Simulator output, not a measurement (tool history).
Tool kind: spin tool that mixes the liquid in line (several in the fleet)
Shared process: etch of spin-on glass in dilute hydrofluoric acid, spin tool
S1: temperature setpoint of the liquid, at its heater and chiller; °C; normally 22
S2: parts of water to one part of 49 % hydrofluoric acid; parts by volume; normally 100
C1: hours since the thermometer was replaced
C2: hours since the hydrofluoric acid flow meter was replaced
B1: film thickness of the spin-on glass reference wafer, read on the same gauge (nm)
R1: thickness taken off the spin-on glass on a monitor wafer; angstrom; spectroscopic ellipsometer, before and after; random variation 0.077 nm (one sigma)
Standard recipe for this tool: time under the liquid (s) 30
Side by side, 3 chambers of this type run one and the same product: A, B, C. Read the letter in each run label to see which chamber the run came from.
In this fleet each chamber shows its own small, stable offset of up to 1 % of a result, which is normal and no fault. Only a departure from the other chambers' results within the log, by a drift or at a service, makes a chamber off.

{"run": "1B", "hour": 11.1, "S1": 22, "S2": 100, "time under the liquid (s)": 30, "C1": 193.9, "C2": 120, "B1": 130.01, "R1": 83.857}
{"run": "2C", "hour": 16.8, "S1": 22, "S2": 100, "time under the liquid (s)": 30, "C1": 787.8, "C2": 108.1, "B1": 129.97, "R1": 84.368}
{"run": "3A", "hour": 28.7, "S1": 22, "S2": 100, "time under the liquid (s)": 30, "C1": 559.2, "C2": 2375.9, "B1": 130.02, "R1": 84.672}
{"run": "4C", "hour": 38.8, "S1": 22, "S2": 100, "time under the liquid (s)": 30, "C1": 809.8, "C2": 130.1, "B1": 129.99, "R1": 83.497}
{"run": "5A", "hour": 49.1, "S1": 22, "S2": 100, "time under the liquid (s)": 30, "C1": 579.6, "C2": 2396.3, "B1": 130.02, "R1": 84.445}
{"run": "6B", "hour": 56.2, "S1": 22, "S2": 100, "time under the liquid (s)": 30, "C1": 239, "C2": 165.1, "B1": 130.01, "R1": 83.844}
{"run": "7A", "hour": 66.1, "S1": 22, "S2": 100, "time under the liquid (s)": 30, "C1": 596.6, "C2": 2413.3, "B1": 130.02, "R1": 83.621}
{"run": "8B", "hour": 73.0, "S1": 17, "S2": 70, "time under the liquid (s)": 30, "C1": 255.8, "C2": 181.9, "B1": 129.98, "R1": 101.1}
{"run": "9C", "hour": 83.2, "S1": 17, "S2": 70, "time under the liquid (s)": 30, "C1": 854.2, "C2": 174.5, "B1": 129.96, "R1": 100.38}
{"run": "10C", "hour": 93.8, "S1": 17, "S2": 70, "time under the liquid (s)": 30, "C1": 864.8, "C2": 185.1, "B1": 130.04, "R1": 99.447}
{"run": "11B", "hour": 100.3, "S1": 22, "S2": 100, "time under the liquid (s)": 30, "C1": 283.1, "C2": 209.2, "B1": 130.01, "R1": 85.827}
{"run": "12A", "hour": 111.4, "S1": 22, "S2": 100, "time under the liquid (s)": 30, "C1": 641.9, "C2": 2458.6, "B1": 129.99, "R1": 84.253}
{"run": "13C", "hour": 120.4, "S1": 22, "S2": 100, "time under the liquid (s)": 30, "C1": 891.4, "C2": 211.7, "B1": 130.01, "R1": 84.315}
{"run": "14A", "hour": 127.7, "S1": 22, "S2": 100, "time under the liquid (s)": 30, "C1": 658.2, "C2": 2474.9, "B1": 130, "R1": 83.924}
{"run": "15B", "hour": 137.7, "S1": 22, "S2": 100, "time under the liquid (s)": 30, "C1": 320.5, "C2": 246.6, "B1": 130.02, "R1": 85.767}
{"run": "16A", "hour": 148.4, "S1": 22, "S2": 100, "time under the liquid (s)": 30, "C1": 678.9, "C2": 2495.6, "B1": 130, "R1": 84.458}
{"run": "17C", "hour": 158.1, "S1": 22, "S2": 100, "time under the liquid (s)": 30, "C1": 929.1, "C2": 249.4, "B1": 130.04, "R1": 84.298}
{"hour": 166.3, "done": "chamber A: hydrofluoric acid flow meter replaced"}
{"run": "18B", "hour": 168.8, "S1": 22, "S2": 100, "time under the liquid (s)": 30, "C1": 351.6, "C2": 277.7, "B1": 130, "R1": 87.236}
{"run": "19C", "hour": 179.8, "S1": 22, "S2": 100, "time under the liquid (s)": 30, "C1": 950.8, "C2": 271.1, "B1": 130, "R1": 83.938}
{"hour": 186.3, "done": "chamber A: thermometer replaced"}
{"run": "20A", "hour": 188.3, "S1": 22, "S2": 100, "time under the liquid (s)": 30, "C1": 2.1, "C2": 22, "B1": 130.04, "R1": 85.552}
{"run": "21B", "hour": 196.8, "S1": 22, "S2": 100, "time under the liquid (s)": 30, "C1": 379.6, "C2": 305.7, "B1": 129.98, "R1": 89.733}
{"run": "22B", "hour": 204.5, "S1": 22, "S2": 100, "time under the liquid (s)": 30, "C1": 387.3, "C2": 313.4, "B1": 130.02, "R1": 88.684}

Has any chamber moved away from the others, gradually or after a service, or does the common gauge drift, or do the chambers differ only by their own small steady offsets? State the chamber and the most likely cause if one applies.

Little by little, chamber B moves away from the other chambers.
Most likely cause: hydrofluoric acid flow above the setpoint (%) = 5.11.
From this log alone, it may not be told apart from: liquid hotter than its thermometer reads (K).

Chamber B could run next with any of the 4 candidate recipes listed below; each alters the usual settings, and their results appear as question marks. Which one brings its results back in line with what the other chambers deliver on the usual settings?
Maximum distance from the other chambers' mean on the usual settings for a result to count as in line: R1 2.7 angstrom
{"run": "23B-1", "hour": 213.3, "S1": 22, "S2": 105, "time under the liquid (s)": 30, "R1": "?"}
{"run": "23B-2", "hour": 213.3, "S1": 22, "S2": 95, "time under the liquid (s)": 30, "R1": "?"}
{"run": "23B-3", "hour": 213.3, "S1": 21.5, "S2": 110, "time under the liquid (s)": 30, "R1": "?"}
{"run": "23B-4", "hour": 213.3, "S1": 25, "S2": 100, "time under the liquid (s)": 30, "R1": "?"}

What the other chambers average on the usual settings: R1 83.97 angstrom
run=23B-1 R1=84.326
run=23B-2 R1=94.206
run=23B-3 R1=78.464
run=23B-4 R1=100.22
The answer is 23B-1, which returns the chamber to within the allowed miss of the others.
